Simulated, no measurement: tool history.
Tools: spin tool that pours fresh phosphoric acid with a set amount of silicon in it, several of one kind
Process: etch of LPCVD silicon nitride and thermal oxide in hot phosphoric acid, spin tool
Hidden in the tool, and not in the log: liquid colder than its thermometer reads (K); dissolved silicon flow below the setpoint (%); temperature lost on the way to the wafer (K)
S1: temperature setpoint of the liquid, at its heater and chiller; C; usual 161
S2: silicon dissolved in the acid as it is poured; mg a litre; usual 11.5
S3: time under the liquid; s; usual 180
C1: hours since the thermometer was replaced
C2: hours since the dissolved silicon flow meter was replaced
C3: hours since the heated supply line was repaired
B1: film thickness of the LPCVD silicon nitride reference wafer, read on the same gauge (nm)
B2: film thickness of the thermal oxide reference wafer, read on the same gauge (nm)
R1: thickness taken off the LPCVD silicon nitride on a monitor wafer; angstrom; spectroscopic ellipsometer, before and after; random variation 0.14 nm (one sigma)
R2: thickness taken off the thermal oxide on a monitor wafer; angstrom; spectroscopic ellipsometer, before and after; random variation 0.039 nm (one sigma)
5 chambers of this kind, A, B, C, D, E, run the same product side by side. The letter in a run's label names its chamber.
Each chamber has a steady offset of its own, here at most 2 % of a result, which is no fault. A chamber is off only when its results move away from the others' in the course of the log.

run	hour	S1	S2	S3	C1	C2	C3	B1	B2	R1	R2
1D	9.9	161	11.5	180	963.3	615	2203.9	50.024	140	175.18	4.5104
2A	19.3	161	11.5	180	488.1	593.3	1539.7	49.989	140	174.97	4.0737
3B	29.7	161	11.5	180	747.9	441.8	1127.4	50.026	139.99	171.88	4.3429
4C	38.9	161	11.5	180	627.5	1951.8	208.8	50.014	140	179.33	3.6295
5E	49.2	161	11.5	180	1043.7	941.6	1026.1	50.012	139.98	175.56	4.5177
6A	59.5	161	11.5	180	528.3	633.5	1579.9	50.044	139.99	176.86	4.222
7B	69.5	161	11.5	180	787.7	481.6	1167.2	49.997	140.01	174.7	3.9237
8D	78.8	161	11.5	180	1032.2	683.9	2272.8	50.021	140.01	175.31	4.1512
9E	90.6	161	11.5	180	1085.1	983	1067.5	49.995	140.02	174.71	4.0762
10C	97.9	161	11.5	180	686.5	2010.8	267.8	49.982	139.99	175.66	4.71
11A	105.8	161	11.5	180	574.6	679.8	1626.2	50.014	140	175.07	3.4817
12C	114.6	161	11.5	180	703.2	2027.5	284.5	49.999	140	176.94	4.0259
13D	125.6	158.5	15	180	1079	730.7	2319.6	50.003	140	161.3	3.3454
14E	131.9	158.5	15	180	1126.4	1024.3	1108.8	49.991	140.01	161.38	3.3868
15B	139.8	158.5	15	180	858	551.9	1237.5	50.014	140.01	160.86	2.8482
16C	150.7	158.5	15	180	739.3	2063.6	320.6	49.993	140.01	163.7	3.4897
17E	156	158.5	15	180	1150.5	1048.4	1132.9	50.003	140	158.58	3.5426
# hour 164.5: chamber D: dissolved silicon flow meter replaced
18B	167.6	161	18	270	885.8	579.7	1265.3	50.016	140.01	262.3	5.0973
19A	179.4	161	18	270	648.2	753.4	1699.8	50.011	140	261.35	5.0874
20D	190.5	161	18	270	1143.9	26.1	2384.5	50.004	140	263.47	5.8583
21D	195.9	161	18	270	1149.3	31.5	2389.9	49.988	139.99	262.5	4.9525
22C	206.2	161	18	270	794.8	2119.1	376.1	50.004	139.98	268.76	5.2164
23A	213.3	161	11.5	180	682.1	787.3	1733.7	50.008	139.99	175.93	3.713
24E	219	161	11.5	180	1213.5	1111.4	1195.9	49.986	140.02	173.3	3.6193
25B	224.5	161	11.5	180	942.7	636.6	1322.2	50.02	140	172.6	4.5625
26C	233.2	161	11.5	180	821.8	2146.1	403.1	49.985	140	176.98	4.0154
27E	240.8	161	11.5	180	1235.3	1133.2	1217.7	50.002	139.99	172.37	3.7435
28D	246.3	161	11.5	180	1199.7	81.9	2440.3	50.005	140	175.51	4.1454
29A	255.4	161	11.5	180	724.2	829.4	1775.8	50.031	139.99	176.66	4.0752
30B	267.4	161	11.5	180	985.6	679.5	1365.1	50.008	140.01	173.5	4.0594
31D	274	161	11.5	180	1227.4	109.6	2468	50.019	140.01	174.62	3.9944
32E	282.2	161	11.5	180	1276.7	1174.6	1259.1	50.007	140	172.83	3.9531
33B	293.6	161	11.5	180	1011.8	705.7	1391.3	50.01	140	174.26	4.4154
34A	299.5	161	11.5	180	768.3	873.5	1819.9	50.01	139.99	174.32	4.1328

What goes on in this fleet: one chamber off, a drifting gauge, or nothing beyond the chambers' own small offsets? Name the chamber and the cause, if any.

No chamber stands off beyond its own small offset, and the gauge holds steady.
